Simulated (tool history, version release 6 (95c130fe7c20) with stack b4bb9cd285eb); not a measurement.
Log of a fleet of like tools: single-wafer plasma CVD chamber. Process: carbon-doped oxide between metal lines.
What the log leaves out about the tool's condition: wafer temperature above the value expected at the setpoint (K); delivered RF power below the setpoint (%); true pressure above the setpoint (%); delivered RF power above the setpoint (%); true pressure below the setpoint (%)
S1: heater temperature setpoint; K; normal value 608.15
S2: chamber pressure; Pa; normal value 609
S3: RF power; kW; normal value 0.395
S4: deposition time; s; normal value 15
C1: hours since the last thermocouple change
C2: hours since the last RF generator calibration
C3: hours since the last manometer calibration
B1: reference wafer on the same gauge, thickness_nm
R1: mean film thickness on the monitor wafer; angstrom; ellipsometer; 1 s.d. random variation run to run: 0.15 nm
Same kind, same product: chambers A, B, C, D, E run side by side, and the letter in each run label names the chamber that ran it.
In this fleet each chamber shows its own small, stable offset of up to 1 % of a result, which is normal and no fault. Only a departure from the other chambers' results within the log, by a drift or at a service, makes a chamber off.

| run | day | S1 | S2 | S3 | S4 | C1 | C2 | C3 | B1 | R1 |
|---|---|---|---|---|---|---|---|---|---|---|
| 1D | 0.242 | 608.15 | 609 | 0.395 | 15 | 1135.9 | 1507.7 | 798.5 | 68.045 | 676.93 |
| 2A | 0.433 | 608.15 | 609 | 0.395 | 15 | 2270.2 | 343.9 | 1616.8 | 68.002 | 677.79 |
| 3C | 0.667 | 608.15 | 609 | 0.395 | 15 | 2584.4 | 22.8 | 1257.6 | 68.006 | 679.86 |
| 4B | 0.833 | 608.15 | 609 | 0.395 | 15 | 829.6 | 224.3 | 1253.8 | 68 | 682.83 |
| 5E | 1.058 | 608.15 | 609 | 0.395 | 15 | 515.1 | 220.6 | 1511.5 | 67.973 | 678.18 |
| 6D | 1.212 | 608.15 | 609 | 0.395 | 15 | 1159.2 | 1531 | 821.8 | 67.995 | 677.05 |
| 7B | 1.421 | 608.15 | 609 | 0.395 | 15 | 843.7 | 238.4 | 1267.9 | 68.005 | 681.37 |
| 8C | 1.571 | 608.15 | 609 | 0.395 | 15 | 2606.1 | 44.5 | 1279.3 | 67.997 | 676.93 |
| 9E | 1.817 | 608.15 | 609 | 0.345 | 15 | 533.3 | 238.8 | 1529.7 | 67.975 | 609.38 |
| 10A | 1.967 | 608.15 | 609 | 0.345 | 15 | 2307 | 380.7 | 1653.6 | 68.025 | 611.51 |
| 11B | 2.108 | 608.15 | 609 | 0.345 | 15 | 860.2 | 254.9 | 1284.4 | 67.982 | 614.93 |
| 12A | 2.333 | 608.15 | 609 | 0.345 | 15 | 2315.8 | 389.5 | 1662.4 | 67.995 | 610.54 |
| 13C | 2.496 | 608.15 | 609 | 0.345 | 15 | 2628.3 | 66.7 | 1301.5 | 67.972 | 610.54 |
| 14E | 2.671 | 608.15 | 609 | 0.395 | 15 | 553.8 | 259.3 | 1550.2 | 67.962 | 676.6 |
| 15D | 2.883 | 608.15 | 560 | 0.395 | 15 | 1199.3 | 1571.1 | 861.9 | 68.034 | 669.86 |
| 16E | 3.079 | 608.15 | 560 | 0.395 | 15 | 563.6 | 269.1 | 1560 | 68 | 672.03 |
| 17C | 3.208 | 608.15 | 560 | 0.395 | 15 | 2645.4 | 83.8 | 1318.6 | 68.035 | 670.73 |
| 18B | 3.433 | 608.15 | 560 | 0.395 | 15 | 892 | 286.7 | 1316.2 | 67.973 | 669.36 |
| 19D | 3.579 | 608.15 | 560 | 0.395 | 15 | 1216 | 1587.8 | 878.6 | 67.992 | 669.61 |
| 20A | 3.696 | 608.15 | 609 | 0.395 | 12.2 | 2348.5 | 422.2 | 1695.1 | 68.043 | 552.95 |
| 21E | 3.85 | 608.15 | 609 | 0.395 | 12.2 | 582.1 | 287.6 | 1578.5 | 68.009 | 551.84 |
| 22B | 4.083 | 608.15 | 609 | 0.395 | 12.2 | 907.6 | 302.3 | 1331.8 | 68.009 | 546.73 |
| 23D | 4.279 | 608.15 | 609 | 0.395 | 12.2 | 1232.8 | 1604.6 | 895.4 | 68.011 | 552.88 |
| 24A | 4.392 | 608.15 | 609 | 0.395 | 12.2 | 2365.2 | 438.9 | 1711.8 | 67.952 | 551.68 |
|  | 4.483 | chamber C: thermocouple changed; heater temperature recalibrated |
| 25C | 4.592 | 608.15 | 609 | 0.395 | 15 | 2.6 | 117 | 1351.8 | 68.016 | 677.33 |
| 26B | 4.825 | 608.15 | 609 | 0.395 | 15 | 925.4 | 320.1 | 1349.6 | 67.983 | 668.84 |
| 27A | 4.954 | 608.15 | 609 | 0.395 | 15 | 2378.7 | 452.4 | 1725.3 | 68.006 | 677.17 |
| 28E | 5.067 | 608.15 | 609 | 0.36 | 16.6 | 611.3 | 316.8 | 1607.7 | 67.98 | 699.01 |
| 29D | 5.188 | 608.15 | 609 | 0.36 | 16.6 | 1254.6 | 1626.4 | 917.2 | 67.989 | 699.49 |
| 30C | 5.442 | 608.15 | 609 | 0.36 | 16.6 | 23 | 137.4 | 1372.2 | 68.026 | 695.92 |

Does one chamber stand apart from the rest, does the shared gauge drift, or is all well apart from small per-chamber offsets? Give the chamber and the most likely cause, where there is one.

It is chamber B that slowly wanders off from its peers.
Likeliest cause: delivered RF power below the setpoint (%) = 3.93.

Chamber B could run next with any of the 4 candidate recipes listed below; each alters the usual settings, and their results appear as question marks. Which one brings its results back in line with what the other chambers deliver on the usual settings?
Allowed miss from the other chambers' usual-settings mean, per result, to count as in line: R1 5.4 angstrom
| 31B-1 | 5.625 | 608.15 | 608 | 0.39 | 14.9 |  |  |  |  | ? |
| 31B-2 | 5.625 | 608.15 | 612 | 0.395 | 15.3 |  |  |  |  | ? |
| 31B-3 | 5.625 | 608.15 | 607 | 0.39 | 14.6 |  |  |  |  | ? |
| 31B-4 | 5.625 | 608.15 | 613 | 0.395 | 15.5 |  |  |  |  | ? |

Average result of the remaining chambers running the usual settings: R1 677.25 angstrom
| run | R1 |
|---|---|
| 31B-1 | 653.77 |
| 31B-2 | 678.13 |
| 31B-3 | 640.64 |
| 31B-4 | 687.05 |
With 31B-2, the chamber falls back in line with the rest.
